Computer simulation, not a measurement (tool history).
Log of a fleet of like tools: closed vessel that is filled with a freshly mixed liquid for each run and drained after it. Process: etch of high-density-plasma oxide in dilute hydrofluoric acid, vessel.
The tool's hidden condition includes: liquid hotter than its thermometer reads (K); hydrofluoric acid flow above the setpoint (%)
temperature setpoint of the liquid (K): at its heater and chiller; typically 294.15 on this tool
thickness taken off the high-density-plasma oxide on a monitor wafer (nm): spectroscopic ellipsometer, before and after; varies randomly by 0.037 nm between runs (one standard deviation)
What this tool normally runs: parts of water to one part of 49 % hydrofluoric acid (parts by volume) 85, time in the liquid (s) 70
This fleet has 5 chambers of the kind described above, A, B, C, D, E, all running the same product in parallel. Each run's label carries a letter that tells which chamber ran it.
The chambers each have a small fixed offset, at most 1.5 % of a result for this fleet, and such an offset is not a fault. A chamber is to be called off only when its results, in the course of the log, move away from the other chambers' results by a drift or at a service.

| run | day | temperature setpoint of the liquid (K) | parts of water to one part of 49 % hydrofluoric acid (parts by volume) | time in the liquid (s) | hours since the thermometer was replaced | hours since the hydrofluoric acid flow meter was replaced | read-back film thickness of the high-density-plasma oxide reference wafer, read on the same gauge (nm) | thickness taken off the high-density-plasma oxide on a monitor wafer (nm) |
|---|---|---|---|---|---|---|---|---|
| 1B | 0.208 | 294.15 | 85 | 70 | 652.5 | 727.4 | 40.008 | 4.1492 |
| 2A | 0.379 | 294.15 | 85 | 70 | 853 | 599.7 | 39.982 | 4.1978 |
| 3D | 0.546 | 294.15 | 85 | 70 | 775.7 | 1821.7 | 39.985 | 4.2527 |
|  | 0.579 | chamber B: hydrofluoric acid flow meter replaced |
| 4C | 0.671 | 294.15 | 85 | 70 | 880.6 | 93.9 | 40.021 | 4.1263 |
| 5E | 0.808 | 294.15 | 85 | 70 | 39.2 | 410.5 | 39.967 | 4.2001 |
| 6B | 1.05 | 294.15 | 85 | 70 | 672.7 | 11.3 | 39.999 | 4.2204 |
| 7D | 1.317 | 294.15 | 85 | 70 | 794.2 | 1840.2 | 40.014 | 4.2402 |
| 8A | 1.483 | 294.15 | 85 | 70 | 879.5 | 626.2 | 40.033 | 4.1845 |
| 9E | 1.646 | 294.15 | 85 | 70 | 59.3 | 430.6 | 40.011 | 4.18 |
| 10C | 1.9 | 294.15 | 70 | 70 | 910.1 | 123.4 | 39.998 | 5.0822 |
| 11D | 2.017 | 294.15 | 70 | 70 | 811 | 1857 | 40.016 | 5.1795 |
| 12C | 2.179 | 294.15 | 70 | 70 | 916.8 | 130.1 | 39.986 | 5.0845 |
| 13B | 2.325 | 294.15 | 70 | 70 | 703.3 | 41.9 | 40.008 | 5.1364 |
| 14A | 2.55 | 294.15 | 70 | 70 | 905.1 | 651.8 | 40.011 | 5.2566 |
| 15E | 2.742 | 294.15 | 85 | 70 | 85.6 | 456.9 | 39.996 | 4.237 |
| 16B | 2.883 | 294.15 | 85 | 70 | 716.7 | 55.3 | 40 | 4.1508 |
| 17D | 3.092 | 294.15 | 85 | 70 | 836.8 | 1882.8 | 39.977 | 4.2787 |
| 18C | 3.233 | 294.15 | 85 | 70 | 942.1 | 155.4 | 40.025 | 4.1872 |
| 19A | 3.462 | 294.15 | 85 | 70 | 927 | 673.7 | 39.972 | 4.3821 |
| 20E | 3.683 | 294.15 | 85 | 70 | 108.2 | 479.5 | 40.04 | 4.2166 |
|  | 3.783 | chamber D: thermometer replaced |
| 21B | 3.829 | 294.15 | 85 | 70 | 739.4 | 78 | 39.999 | 4.1547 |
| 22D | 4.033 | 294.15 | 85 | 70 | 6.1 | 1905.4 | 39.956 | 4.149 |
| 23E | 4.158 | 294.15 | 85 | 70 | 119.6 | 490.9 | 40.045 | 4.1767 |
| 24C | 4.342 | 294.15 | 85 | 70 | 968.7 | 182 | 39.959 | 4.1348 |
| 25A | 4.612 | 294.15 | 85 | 70 | 954.6 | 701.3 | 40.005 | 4.5747 |
| 26D | 4.754 | 294.15 | 85 | 70 | 23.4 | 1922.7 | 40.015 | 4.233 |
| 27A | 4.992 | 294.15 | 85 | 70 | 963.7 | 710.4 | 39.988 | 4.5753 |
| 28C | 5.108 | 294.15 | 85 | 70 | 987.1 | 200.4 | 40.048 | 4.1451 |
| 29B | 5.3 | 294.15 | 85 | 70 | 774.7 | 113.3 | 39.959 | 4.1711 |
| 30E | 5.496 | 294.15 | 85 | 70 | 151.7 | 523 | 40.007 | 4.2138 |
| 31C | 5.662 | 294.15 | 85 | 70 | 1000.4 | 213.7 | 39.985 | 4.1195 |

Has any chamber moved away from the others, gradually or after a service, or does the common gauge drift, or do the chambers differ only by their own small steady offsets? State the chamber and the most likely cause if one applies.

Little by little, chamber A moves away from the other chambers.
Likeliest cause: hydrofluoric acid flow above the setpoint (%) = 11.5.
The log may not separate it from: liquid hotter than its thermometer reads (K).

Chamber A could run next with any of the 4 candidate recipes listed below; each alters the usual settings, and their results appear as question marks. Which one brings its results back in line with what the other chambers deliver on the usual settings?
Counts as in line when no further than this from what the other chambers average on the usual settings: thickness taken off the high-density-plasma oxide on a monitor wafer (nm) 0.13
| 32A-1 | 5.862 | 294.15 | 105 | 70 |  |  |  | ? |
| 32A-2 | 5.862 | 297.15 | 85 | 70 |  |  |  | ? |
| 32A-3 | 5.862 | 291.15 | 85 | 70 |  |  |  | ? |
| 32A-4 | 5.862 | 294.65 | 80 | 80 |  |  |  | ? |

The mean the other chambers reach with the usual settings: thickness taken off the high-density-plasma oxide on a monitor wafer (nm) 4.1905
| run | thickness taken off the high-density-plasma oxide on a monitor wafer (nm) |
|---|---|
| 32A-1 | 3.7446 |
| 32A-2 | 5.3612 |
| 32A-3 | 4.1654 |
| 32A-4 | 5.9049 |
The right change is 32A-3: it brings the chamber back within the allowed miss of the others.

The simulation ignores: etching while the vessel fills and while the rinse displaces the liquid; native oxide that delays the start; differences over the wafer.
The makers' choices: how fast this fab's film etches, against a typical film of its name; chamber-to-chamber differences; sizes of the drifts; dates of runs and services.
